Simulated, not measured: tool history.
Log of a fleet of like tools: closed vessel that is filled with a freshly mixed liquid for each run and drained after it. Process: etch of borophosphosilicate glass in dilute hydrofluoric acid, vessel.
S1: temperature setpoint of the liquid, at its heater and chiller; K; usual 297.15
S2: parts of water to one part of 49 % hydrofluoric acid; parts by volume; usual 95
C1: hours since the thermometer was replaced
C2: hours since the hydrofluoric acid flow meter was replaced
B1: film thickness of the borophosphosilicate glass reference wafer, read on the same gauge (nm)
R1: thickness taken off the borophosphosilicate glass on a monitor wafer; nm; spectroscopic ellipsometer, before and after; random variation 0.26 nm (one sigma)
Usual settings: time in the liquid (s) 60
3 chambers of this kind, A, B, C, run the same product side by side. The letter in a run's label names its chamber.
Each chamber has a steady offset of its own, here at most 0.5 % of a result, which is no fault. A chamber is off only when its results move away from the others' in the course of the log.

run 1C day=0.3 | S1=297.15 S2=95 time_in_the_liquid_(s)=60 | C1=598.6 C2=1236.2 | B1=59.969 | R1=28.163
run 2B day=0.883 | S1=297.15 S2=95 time_in_the_liquid_(s)=60 | C1=365 C2=872.5 | B1=60.044 | R1=27.706
run 3A day=1.492 | S1=297.15 S2=95 time_in_the_liquid_(s)=60 | C1=634.9 C2=1024.1 | B1=59.964 | R1=27.862
run 4A day=2.129 | S1=297.15 S2=95 time_in_the_liquid_(s)=60 | C1=650.2 C2=1039.4 | B1=60.008 | R1=27.896
run 5C day=2.483 | S1=297.15 S2=95 time_in_the_liquid_(s)=60 | C1=651 C2=1288.6 | B1=60.004 | R1=28.049
-- day=2.975 chamber C: hydrofluoric acid flow meter replaced
run 6B day=3.088 | S1=297.15 S2=95 time_in_the_liquid_(s)=60 | C1=417.9 C2=925.4 | B1=60.01 | R1=27.422
run 7A day=3.546 | S1=297.15 S2=95 time_in_the_liquid_(s)=60 | C1=684.2 C2=1073.4 | B1=59.972 | R1=27.722
run 8C day=4.075 | S1=297.15 S2=95 time_in_the_liquid_(s)=60 | C1=689.2 C2=26.4 | B1=59.977 | R1=27.338
run 9B day=4.408 | S1=297.15 S2=95 time_in_the_liquid_(s)=60 | C1=449.6 C2=957.1 | B1=60.004 | R1=28.01
run 10C day=4.738 | S1=297.15 S2=95 time_in_the_liquid_(s)=60 | C1=705.1 C2=42.3 | B1=59.993 | R1=28.201
run 11B day=5.317 | S1=297.15 S2=95 time_in_the_liquid_(s)=60 | C1=471.4 C2=978.9 | B1=60.021 | R1=27.914
run 12A day=5.721 | S1=297.15 S2=95 time_in_the_liquid_(s)=60 | C1=736.4 C2=1125.6 | B1=59.971 | R1=27.565
run 13A day=6.35 | S1=297.15 S2=125 time_in_the_liquid_(s)=90 | C1=751.5 C2=1140.7 | B1=59.969 | R1=30.019
run 14C day=6.942 | S1=297.15 S2=125 time_in_the_liquid_(s)=90 | C1=758 C2=95.2 | B1=60.011 | R1=31.159
run 15B day=7.421 | S1=297.15 S2=125 time_in_the_liquid_(s)=90 | C1=521.9 C2=1029.4 | B1=60.033 | R1=30.083
run 16A day=7.929 | S1=297.15 S2=95 time_in_the_liquid_(s)=60 | C1=789.4 C2=1178.6 | B1=60.011 | R1=26.941
run 17B day=8.462 | S1=297.15 S2=95 time_in_the_liquid_(s)=60 | C1=546.9 C2=1054.4 | B1=59.985 | R1=27.509
run 18C day=8.938 | S1=297.15 S2=95 time_in_the_liquid_(s)=60 | C1=805.9 C2=143.1 | B1=59.987 | R1=27.989
run 19A day=9.417 | S1=297.15 S2=95 time_in_the_liquid_(s)=60 | C1=825.1 C2=1214.3 | B1=59.959 | R1=26.656
run 20C day=9.692 | S1=297.15 S2=95 time_in_the_liquid_(s)=60 | C1=824 C2=161.2 | B1=59.999 | R1=28.233
run 21B day=10.254 | S1=297.15 S2=95 time_in_the_liquid_(s)=60 | C1=589.9 C2=1097.4 | B1=59.971 | R1=28.127
run 22B day=10.829 | S1=297.15 S2=95 time_in_the_liquid_(s)=60 | C1=603.7 C2=1111.2 | B1=59.983 | R1=27.6
run 23A day=11.438 | S1=295.65 S2=135 time_in_the_liquid_(s)=60 | C1=873.6 C2=1262.8 | B1=60.024 | R1=16.867
run 24C day=11.954 | S1=295.65 S2=135 time_in_the_liquid_(s)=60 | C1=878.3 C2=215.5 | B1=60.003 | R1=17.414
run 25A day=12.262 | S1=295.65 S2=135 time_in_the_liquid_(s)=60 | C1=893.4 C2=1282.6 | B1=60.016 | R1=16.268
run 26B day=12.808 | S1=297.15 S2=95 time_in_the_liquid_(s)=60 | C1=651.2 C2=1158.7 | B1=59.966 | R1=27.239
run 27C day=13.425 | S1=294.15 S2=95 time_in_the_liquid_(s)=60 | C1=913.6 C2=250.8 | B1=59.995 | R1=25.32
run 28C day=13.792 | S1=294.15 S2=95 time_in_the_liquid_(s)=60 | C1=922.4 C2=259.6 | B1=59.988 | R1=24.484
run 29B day=14.342 | S1=294.15 S2=95 time_in_the_liquid_(s)=60 | C1=688 C2=1195.5 | B1=60.016 | R1=24.693
run 30A day=14.858 | S1=297.15 S2=120 time_in_the_liquid_(s)=60 | C1=955.7 C2=1344.9 | B1=60.001 | R1=19.655
run 31B day=15.2 | S1=297.15 S2=120 time_in_the_liquid_(s)=60 | C1=708.6 C2=1216.1 | B1=59.995 | R1=20.896

What goes on in this fleet: one chamber off, a drifting gauge, or nothing beyond the chambers' own small offsets? Name the chamber and the cause, if any.

Chamber A drifts away from the others.
Cause: liquid colder than its thermometer reads (K) = 2.53.
The log may not tell that from: hydrofluoric acid flow below the setpoint (%).

Here are 4 candidates for chamber A's next run, each the usual settings with a change, their results left as question marks. Which one brings its results back in line with what the others give on the usual settings?
In line means no further than this from the other chambers' mean on the usual settings: R1 0.92 nm
run 32A-1 day=15.654 | S1=297.15 S2=105 time_in_the_liquid_(s)=60 | R1=?
run 32A-2 day=15.654 | S1=299.65 S2=95 time_in_the_liquid_(s)=60 | R1=?
run 32A-3 day=15.654 | S1=293.15 S2=95 time_in_the_liquid_(s)=60 | R1=?
run 32A-4 day=15.654 | S1=301.15 S2=95 time_in_the_liquid_(s)=60 | R1=?

The other chambers' mean on the usual settings: R1 27.828 nm
run=32A-1 R1=22.644
run=32A-2 R1=28.032
run=32A-3 R1=21.491
run=32A-4 R1=29.732
32A-2 brings the chamber back in line.

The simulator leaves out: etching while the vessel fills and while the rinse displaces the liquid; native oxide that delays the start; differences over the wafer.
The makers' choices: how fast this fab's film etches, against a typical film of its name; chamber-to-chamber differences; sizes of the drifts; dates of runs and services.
